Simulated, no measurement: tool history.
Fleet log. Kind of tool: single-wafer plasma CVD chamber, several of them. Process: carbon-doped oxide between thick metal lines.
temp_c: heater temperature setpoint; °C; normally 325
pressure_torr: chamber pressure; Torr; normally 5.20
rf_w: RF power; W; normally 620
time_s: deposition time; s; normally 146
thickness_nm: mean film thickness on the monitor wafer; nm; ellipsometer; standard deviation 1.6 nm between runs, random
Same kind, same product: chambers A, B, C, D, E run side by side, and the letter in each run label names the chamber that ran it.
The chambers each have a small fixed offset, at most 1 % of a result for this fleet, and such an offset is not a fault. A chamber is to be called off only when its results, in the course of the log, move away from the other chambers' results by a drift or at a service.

| run | hour | temp_c | pressure_torr | rf_w | time_s | hours since the last thermocouple change | hours since the last RF generator calibration | hours since the last manometer calibration | read-back reference wafer on the same gauge, thickness_nm | thickness_nm |
|---|---|---|---|---|---|---|---|---|---|---|
| 1A | 5.2 | 325 | 5.20 | 620 | 146 | 1313.1 | 283.4 | 113.1 | 780.70 | 905.59 |
| 2B | 12.5 | 325 | 5.20 | 620 | 146 | 3349.3 | 230.9 | 1061.8 | 780.92 | 910.90 |
| 3C | 20.3 | 325 | 5.20 | 620 | 146 | 474.9 | 783.0 | 348.6 | 779.98 | 910.91 |
| 4E | 25.8 | 325 | 5.20 | 620 | 146 | 534.2 | 538.3 | 135.2 | 779.92 | 893.61 |
|  | 33.3 | chamber B: thermocouple changed; heater temperature recalibrated |
| 5D | 33.4 | 325 | 5.20 | 620 | 146 | 174.1 | 382.3 | 882.7 | 780.24 | 907.59 |
| 6B | 41.3 | 325 | 5.20 | 620 | 146 | 8.0 | 259.7 | 1090.6 | 779.91 | 913.91 |
| 7C | 47.2 | 325 | 5.20 | 620 | 146 | 501.8 | 809.9 | 375.5 | 779.42 | 910.13 |
| 8A | 53.7 | 325 | 5.20 | 620 | 146 | 1361.6 | 331.9 | 161.6 | 779.59 | 900.24 |
| 9D | 58.8 | 325 | 5.20 | 620 | 146 | 199.5 | 407.7 | 908.1 | 779.74 | 905.38 |
| 10E | 66.5 | 325 | 5.20 | 620 | 146 | 574.9 | 579.0 | 175.9 | 779.11 | 896.55 |
| 11E | 70.4 | 325 | 5.20 | 620 | 146 | 578.8 | 582.9 | 179.8 | 779.17 | 893.00 |
| 12A | 78.2 | 325 | 5.20 | 620 | 146 | 1386.1 | 356.4 | 186.1 | 779.11 | 902.27 |
| 13C | 84.9 | 325 | 5.20 | 620 | 146 | 539.5 | 847.6 | 413.2 | 778.46 | 908.34 |
| 14B | 92.8 | 325 | 4.16 | 620 | 174 | 59.5 | 311.2 | 1142.1 | 778.55 | 1047.20 |
| 15D | 100.4 | 325 | 4.16 | 620 | 174 | 241.1 | 449.3 | 949.7 | 778.53 | 1045.40 |
| 16B | 106.7 | 325 | 4.16 | 620 | 174 | 73.4 | 325.1 | 1156.0 | 778.05 | 1050.40 |
| 17A | 113.8 | 325 | 4.16 | 620 | 174 | 1421.7 | 392.0 | 221.7 | 778.14 | 1036.20 |
| 18E | 120.7 | 325 | 4.16 | 620 | 174 | 629.1 | 633.2 | 230.1 | 777.56 | 1031.60 |
| 19D | 124.7 | 325 | 5.20 | 620 | 158 | 265.4 | 473.6 | 974.0 | 777.37 | 980.63 |
| 20C | 129.3 | 325 | 5.20 | 620 | 158 | 583.9 | 892.0 | 457.6 | 777.52 | 982.23 |
| 21D | 135.4 | 325 | 5.20 | 620 | 158 | 276.1 | 484.3 | 984.7 | 777.31 | 979.03 |
| 22C | 141.6 | 325 | 5.20 | 620 | 158 | 596.2 | 904.3 | 469.9 | 777.35 | 983.47 |
| 23B | 147.9 | 325 | 5.20 | 620 | 158 | 114.6 | 366.3 | 1197.2 | 777.30 | 983.40 |
| 24A | 151.7 | 325 | 5.20 | 620 | 146 | 1459.6 | 429.9 | 259.6 | 776.83 | 898.47 |
| 25E | 156.7 | 325 | 5.20 | 620 | 146 | 665.1 | 669.2 | 266.1 | 776.45 | 892.93 |
| 26C | 161.4 | 325 | 5.20 | 620 | 146 | 616.0 | 924.1 | 489.7 | 776.54 | 905.91 |
| 27A | 165.8 | 325 | 5.20 | 620 | 146 | 1473.7 | 444.0 | 273.7 | 776.72 | 900.52 |
| 28B | 173.5 | 325 | 5.20 | 620 | 146 | 140.2 | 391.9 | 1222.8 | 776.26 | 909.88 |
| 29E | 178.2 | 325 | 5.20 | 620 | 146 | 686.6 | 690.7 | 287.6 | 776.60 | 892.45 |
| 30D | 185.6 | 319 | 5.20 | 620 | 118 | 326.3 | 534.5 | 1034.9 | 776.05 | 744.09 |
| 31A | 189.6 | 319 | 5.20 | 620 | 118 | 1497.5 | 467.8 | 297.5 | 776.11 | 742.47 |
| 32E | 194.0 | 319 | 5.20 | 620 | 118 | 702.4 | 706.5 | 303.4 | 775.55 | 737.73 |
| 33B | 200.9 | 319 | 5.20 | 620 | 118 | 167.6 | 419.3 | 1250.2 | 775.80 | 749.92 |

Predict what each chamber gives when all 5 of them run the settings below next.
| 34A | 206.8 | 325 | 5.20 | 740 | 146 |  |  |  |  | ? |
| 34B | 206.8 | 325 | 5.20 | 740 | 146 |  |  |  |  | ? |
| 34C | 206.8 | 325 | 5.20 | 740 | 146 |  |  |  |  | ? |
| 34D | 206.8 | 325 | 5.20 | 740 | 146 |  |  |  |  | ? |
| 34E | 206.8 | 325 | 5.20 | 740 | 146 |  |  |  |  | ? |

| run | thickness_nm |
|---|---|
| 34A | 1000.10 |
| 34B | 1006.10 |
| 34C | 1003.40 |
| 34D | 1001.30 |
| 34E | 991.68 |
